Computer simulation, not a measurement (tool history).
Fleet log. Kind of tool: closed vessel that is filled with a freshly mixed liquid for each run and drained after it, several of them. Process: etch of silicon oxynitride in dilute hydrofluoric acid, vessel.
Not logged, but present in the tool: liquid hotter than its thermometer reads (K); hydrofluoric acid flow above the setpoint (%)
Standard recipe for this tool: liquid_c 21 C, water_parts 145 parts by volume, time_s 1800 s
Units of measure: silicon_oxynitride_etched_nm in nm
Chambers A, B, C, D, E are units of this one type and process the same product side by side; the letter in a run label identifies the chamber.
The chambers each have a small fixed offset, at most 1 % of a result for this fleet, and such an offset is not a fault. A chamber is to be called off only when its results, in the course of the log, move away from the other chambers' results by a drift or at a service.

run     day  liquid_c  water_parts  time_s  hours since the thermometer was replaced  hours since the hydrofluoric acid flow meter was replaced  read-back film thickness of the silicon oxynitride reference wafer, read on the same gauge (nm)  silicon_oxynitride_etched_nm
 1D   0.267        21          145    1800                                    1273.4                                                      424.6                                                                                           59.978                        28.781
 2A   0.446        21          145    1800                                    1978.8                                                     2038.0                                                                                           59.996                        29.006
 3C   0.771        21          145    1800                                     839.8                                                     1780.2                                                                                           60.006                        29.330
 4B   1.162        21          145    1800                                    1010.8                                                     1015.4                                                                                           60.020                        29.359
 5E   1.354        21          145    1800                                     930.7                                                      513.5                                                                                           59.994                        29.188
 6A   1.550        21          145    1800                                    2005.3                                                     2064.5                                                                                           60.011                        28.841
      1.579  -- chamber D: thermometer replaced
      1.708  -- chamber B: hydrofluoric acid flow meter replaced
 7C   1.771        21          145    1800                                     863.8                                                     1804.2                                                                                           60.015                        29.221
 8E   1.975        21          145    1800                                     945.6                                                      528.4                                                                                           60.006                        29.196
 9D   2.288        21          145    1800                                      17.0                                                      473.1                                                                                           60.000                        28.875
10B   2.646        21          145    1800                                    1046.4                                                       22.6                                                                                           60.005                        29.105
11B   2.904        21          145    1800                                    1052.6                                                       28.8                                                                                           60.005                        29.079
12A   3.250        21          145    1800                                    2046.1                                                     2105.3                                                                                           59.988                        28.815
13C   3.462        21          145    1800                                     904.4                                                     1844.8                                                                                           59.985                        29.145
14E   3.808        21          145    1800                                     989.6                                                      572.4                                                                                           60.003                        29.466
15D   4.117        21          145    1800                                      60.9                                                      517.0                                                                                           59.993                        28.742
16C   4.392        21          145     880                                     926.7                                                     1867.1                                                                                           59.986                        14.316
      4.517  -- chamber C: thermometer replaced
17E   4.717        21          145     880                                    1011.4                                                      594.2                                                                                           60.014                        14.228
18D   4.958        21          145     880                                      81.1                                                      537.2                                                                                           59.990                        14.159
19A   5.267        21          145     880                                    2094.5                                                     2153.7                                                                                           59.995                        14.130
20B   5.454        21          145     880                                    1113.8                                                       90.0                                                                                           60.001                        14.256
21B   5.792        21          145    1800                                    1121.9                                                       98.1                                                                                           60.003                        29.033
22A   6.104        21          145    1800                                    2114.6                                                     2173.8                                                                                           59.984                        28.845
23E   6.433        21          145    1800                                    1052.6                                                      635.4                                                                                           60.017                        29.258
24D   6.725        21          145    1800                                     123.5                                                      579.6                                                                                           60.019                        29.287
25C   7.096        21          145    1800                                      62.0                                                     1932.0                                                                                           60.012                        29.174
26A   7.362        21          145    1800                                    2144.8                                                     2204.0                                                                                           60.001                        28.844
27E   7.729        21          100    1800                                    1083.7                                                      666.5                                                                                           59.998                        43.485
28C   8.008        21          100    1800                                      83.9                                                     1953.9                                                                                           59.999                        43.737
29B   8.296        21          100    1800                                    1182.0                                                      158.2                                                                                           59.995                        43.298
30D   8.633        21          100    1800                                     169.3                                                      625.4                                                                                           59.993                        44.792
31D   8.821        21          100    1800                                     173.8                                                      629.9                                                                                           60.010                        44.958
32A   9.008        21          145    1800                                    2184.3                                                     2243.5                                                                                           59.995                        28.937
33C   9.400        21          145    1800                                     117.3                                                     1987.3                                                                                           60.008                        29.190
34E   9.579        21          190    2735                                    1128.1                                                      710.9                                                                                           59.990                        33.275
35B   9.912        21          190    2735                                    1220.8                                                      197.0                                                                                           59.994                        33.034
36A  10.175        21          190    2735                                    2212.3                                                     2271.5                                                                                           60.035                        32.891
37B  10.550        21          190    2735                                    1236.1                                                      212.3                                                                                           59.980                        32.703
     10.558  -- chamber C: hydrofluoric acid flow meter replaced
38D  10.850        21          190    2735                                     222.5                                                      678.6                                                                                           59.989                        34.159
39C  11.125        21          145    1800                                     158.7                                                       13.7                                                                                           60.029                        29.090
40E  11.371        21          145    1800                                    1171.1                                                      753.9                                                                                           60.019                        29.421
41B  11.688        21          210    2700                                    1263.4                                                      239.6                                                                                           60.020                        29.108
42A  12.021        21          210    2700                                    2256.6                                                     2315.8                                                                                           60.002                        28.847
43D  12.375        21          210    2700                                     259.1                                                      715.2                                                                                           60.012                        30.482

One chamber off, gauge drift, or nothing amiss beyond the chambers' own small offsets? If it is a chamber, which one, and what is the likeliest cause?

It is chamber D that slowly wanders off from its peers.
What lies behind it: hydrofluoric acid flow above the setpoint (%) = 5.72.
Not necessarily distinguishable in this log from: liquid hotter than its thermometer reads (K).

Which of the 4 candidates below, each the usual settings with something changed and its results left as question marks, puts chamber D back in line with what the other chambers give on the usual settings?
To be in line, a result may differ from the other chambers' mean on the usual settings by at most: silicon_oxynitride_etched_nm 0.460 nm
44D-1  12.658        21          145    1705                                                                                                                                                                                                                                   ?
44D-2  12.658        21          145    1830                                                                                                                                                                                                                                   ?
44D-3  12.658        21          145    1770                                                                                                                                                                                                                                   ?
44D-4  12.658        21          145    1895                                                                                                                                                                                                                                   ?

The mean the other chambers reach with the usual settings: silicon_oxynitride_etched_nm 29.124 nm
  run  silicon_oxynitride_etched_nm
44D-1                        29.088
44D-2                        31.221
44D-3                        30.197
44D-4                        32.330
Change 44D-1 lands the chamber within the allowed miss of the other chambers.
